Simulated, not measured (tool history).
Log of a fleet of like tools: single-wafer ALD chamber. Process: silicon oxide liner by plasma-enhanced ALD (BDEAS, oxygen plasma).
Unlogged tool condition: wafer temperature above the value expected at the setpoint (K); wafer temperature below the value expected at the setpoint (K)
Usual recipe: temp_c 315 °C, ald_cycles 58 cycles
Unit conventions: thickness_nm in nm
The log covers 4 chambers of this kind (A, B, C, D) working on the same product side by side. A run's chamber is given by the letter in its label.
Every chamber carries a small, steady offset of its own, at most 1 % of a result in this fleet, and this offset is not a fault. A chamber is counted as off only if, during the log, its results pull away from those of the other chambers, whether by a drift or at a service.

| run | hour | temp_c | ald_cycles | hours since the last thermocouple change | read-back reference wafer on the same gauge, thickness_nm | thickness_nm |
|---|---|---|---|---|---|---|
| 1B | 5.5 | 315 | 58 | 52.7 | 4.4585 | 5.319 |
| 2A | 12.7 | 315 | 58 | 704.4 | 4.4573 | 5.2701 |
| 3C | 17.7 | 315 | 58 | 1459.5 | 4.4567 | 5.2452 |
| 4D | 22.3 | 315 | 58 | 363.7 | 4.4555 | 5.3155 |
| 5C | 27 | 315 | 58 | 1468.8 | 4.4564 | 5.2293 |
| 6D | 34.4 | 315 | 58 | 375.8 | 4.456 | 5.3114 |
| 7B | 42 | 315 | 58 | 89.2 | 4.4552 | 5.3162 |
| 8A | 48.3 | 315 | 58 | 740 | 4.4521 | 5.2701 |
| 9A | 55.7 | 315 | 58 | 747.4 | 4.4501 | 5.2691 |
| 10C | 62.7 | 315 | 58 | 1504.5 | 4.4518 | 5.2372 |
| 11D | 67.1 | 315 | 58 | 408.5 | 4.4502 | 5.3058 |
| 12B | 73.7 | 315 | 58 | 120.9 | 4.4493 | 5.3098 |
| 13A | 77.5 | 315 | 58 | 769.2 | 4.4485 | 5.2682 |
| 14B | 84.5 | 315 | 58 | 131.7 | 4.4484 | 5.2953 |
| 15C | 88.6 | 315 | 58 | 1530.4 | 4.4462 | 5.2238 |
| 16D | 93.9 | 315 | 58 | 435.3 | 4.4465 | 5.3074 |
| 17A | 101.2 | 315 | 58 | 792.9 | 4.4463 | 5.2646 |
| 18D | 105.7 | 321 | 49 | 447.1 | 4.4455 | 4.4382 |
| 19C | 112.5 | 321 | 49 | 1554.3 | 4.4446 | 4.3722 |
| 20B | 116.8 | 321 | 49 | 164 | 4.4431 | 4.4318 |
| 21A | 124.2 | 321 | 49 | 815.9 | 4.4418 | 4.4122 |
| 22B | 132 | 304 | 68 | 179.2 | 4.4431 | 6.3093 |
| 23D | 137.8 | 304 | 68 | 479.2 | 4.4417 | 6.3128 |
| 24C | 142.4 | 304 | 68 | 1584.2 | 4.4407 | 6.2013 |
| 25B | 149.6 | 304 | 68 | 196.8 | 4.437 | 6.2958 |
| 26C | 157.3 | 310 | 58 | 1599.1 | 4.4395 | 5.2568 |
| 27D | 164.3 | 310 | 58 | 505.7 | 4.4373 | 5.3372 |

Read the log: is a single chamber off, either drifting away or since a service, is the gauge that measures every chamber drifting, or is nothing wrong beyond small per-chamber offsets? Name any odd chamber and what most likely caused it.

None of the chambers is off. What moves is the gauge, dragging all their readings along together.
Likeliest cause: gauge reads low (%) = 0.529.
